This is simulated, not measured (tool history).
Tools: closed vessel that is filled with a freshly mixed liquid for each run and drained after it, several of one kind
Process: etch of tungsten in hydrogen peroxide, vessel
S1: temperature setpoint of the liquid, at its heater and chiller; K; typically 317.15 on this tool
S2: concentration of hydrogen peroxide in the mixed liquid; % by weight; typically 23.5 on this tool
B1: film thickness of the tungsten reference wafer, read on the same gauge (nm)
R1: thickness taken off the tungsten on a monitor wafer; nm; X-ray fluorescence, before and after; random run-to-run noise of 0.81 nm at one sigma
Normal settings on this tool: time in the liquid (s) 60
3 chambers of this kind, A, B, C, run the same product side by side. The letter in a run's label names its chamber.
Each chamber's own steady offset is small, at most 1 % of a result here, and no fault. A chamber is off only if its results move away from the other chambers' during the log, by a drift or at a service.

Run 1A, hour 8.1: usual settings; B1 89.982. Result: R1 110.150 nm.
At hour 14.4: chamber A: new drum of peroxide connected.
Run 2C, hour 14.6: usual settings; B1 89.996. Result: R1 110.780 nm.
Run 3B, hour 21.4: usual settings; B1 90.003. Result: R1 110.560 nm.
Run 4B, hour 28.9: usual settings; B1 89.985. Result: R1 112.310 nm.
Run 5C, hour 35.6: usual settings; B1 90.000. Result: R1 110.670 nm.
Run 6A, hour 46.5: usual settings; B1 90.025. Result: R1 109.850 nm.
Run 7C, hour 54.1: usual settings; B1 90.000. Result: R1 111.830 nm.
Run 8B, hour 65.8: usual settings; B1 90.000. Result: R1 111.180 nm.
Run 9A, hour 71.0: usual settings; B1 89.991. Result: R1 111.570 nm.
Run 10B, hour 81.7: usual settings; B1 89.971. Result: R1 111.650 nm.
Run 11C, hour 89.7: usual settings; B1 90.007. Result: R1 110.870 nm.
Run 12A, hour 96.7: usual settings; B1 89.987. Result: R1 111.680 nm.
Run 13B, hour 105.9: usual settings but S1 313.65 K; B1 89.974. Result: R1 90.096 nm.
Run 14A, hour 111.2: usual settings but S1 313.65 K; B1 89.999. Result: R1 89.734 nm.
Run 15C, hour 119.8: usual settings but S1 313.65 K; B1 90.019. Result: R1 87.371 nm.
Run 16B, hour 131.3: usual settings; B1 90.018. Result: R1 112.320 nm.
Run 17A, hour 138.5: usual settings; B1 89.994. Result: R1 112.830 nm.
Run 18C, hour 145.1: usual settings; B1 90.027. Result: R1 111.080 nm.
Run 19A, hour 152.7: usual settings; B1 89.987. Result: R1 112.160 nm.
Run 20C, hour 161.6: usual settings; B1 90.020. Result: R1 110.330 nm.
Run 21B, hour 167.3: usual settings; B1 90.023. Result: R1 110.640 nm.
Run 22B, hour 175.2: usual settings; B1 89.996. Result: R1 110.840 nm.
Run 23C, hour 186.3: usual settings but S2 19.5 % by weight; B1 90.010. Result: R1 100.540 nm.
Run 24A, hour 191.9: usual settings but S2 19.5 % by weight; B1 90.003. Result: R1 101.120 nm.
Run 25A, hour 198.6: usual settings but S2 19.5 % by weight; B1 89.981. Result: R1 101.060 nm.
Run 26C, hour 207.9: usual settings; B1 90.002. Result: R1 111.450 nm.
Run 27B, hour 214.6: usual settings; B1 89.991. Result: R1 111.140 nm.
At hour 224.7: chamber A: thermometer replaced.
Run 28A, hour 226.5: usual settings; B1 89.989. Result: R1 111.410 nm.
Run 29B, hour 234.3: usual settings but S1 310.15 K; B1 89.977. Result: R1 72.043 nm.
At hour 238.6: chamber C: new drum of peroxide connected.
Run 30C, hour 241.2: usual settings but S1 310.15 K; B1 90.024. Result: R1 69.897 nm.
Run 31C, hour 251.9: usual settings but S1 310.15 K; B1 89.998. Result: R1 70.462 nm.
Run 32A, hour 260.0: usual settings; B1 89.990. Result: R1 110.940 nm.
Run 33B, hour 267.6: usual settings but S1 326.15 K; B1 89.979. Result: R1 193.600 nm.
Run 34A, hour 273.3: usual settings but S1 326.15 K; B1 89.999. Result: R1 194.050 nm.
Run 35C, hour 283.2: usual settings but S1 326.15 K; B1 89.997. Result: R1 189.440 nm.
Run 36B, hour 294.5: usual settings but S1 325.65 K, S2 17.5 % by weight; B1 90.001. Result: R1 163.410 nm.
Run 37B, hour 302.9: usual settings but S1 325.65 K, S2 17.5 % by weight; B1 90.013. Result: R1 161.230 nm.
Run 38A, hour 311.4: usual settings but S1 325.65 K, S2 17.5 % by weight; B1 90.010. Result: R1 163.350 nm.
Run 39C, hour 318.5: usual settings; B1 90.025. Result: R1 110.910 nm.
Run 40C, hour 325.7: usual settings; B1 89.985. Result: R1 110.770 nm.

All chambers now run identical settings, listed one chamber a line with results as question marks. What results will each chamber show?
Run 41A, hour 334.3: usual settings. Result: R1 ?.
Run 41B, hour 334.3: usual settings. Result: R1 ?.
Run 41C, hour 334.3: usual settings. Result: R1 ?.

run       R1
41A  111.790
41B  112.940
41C  109.930
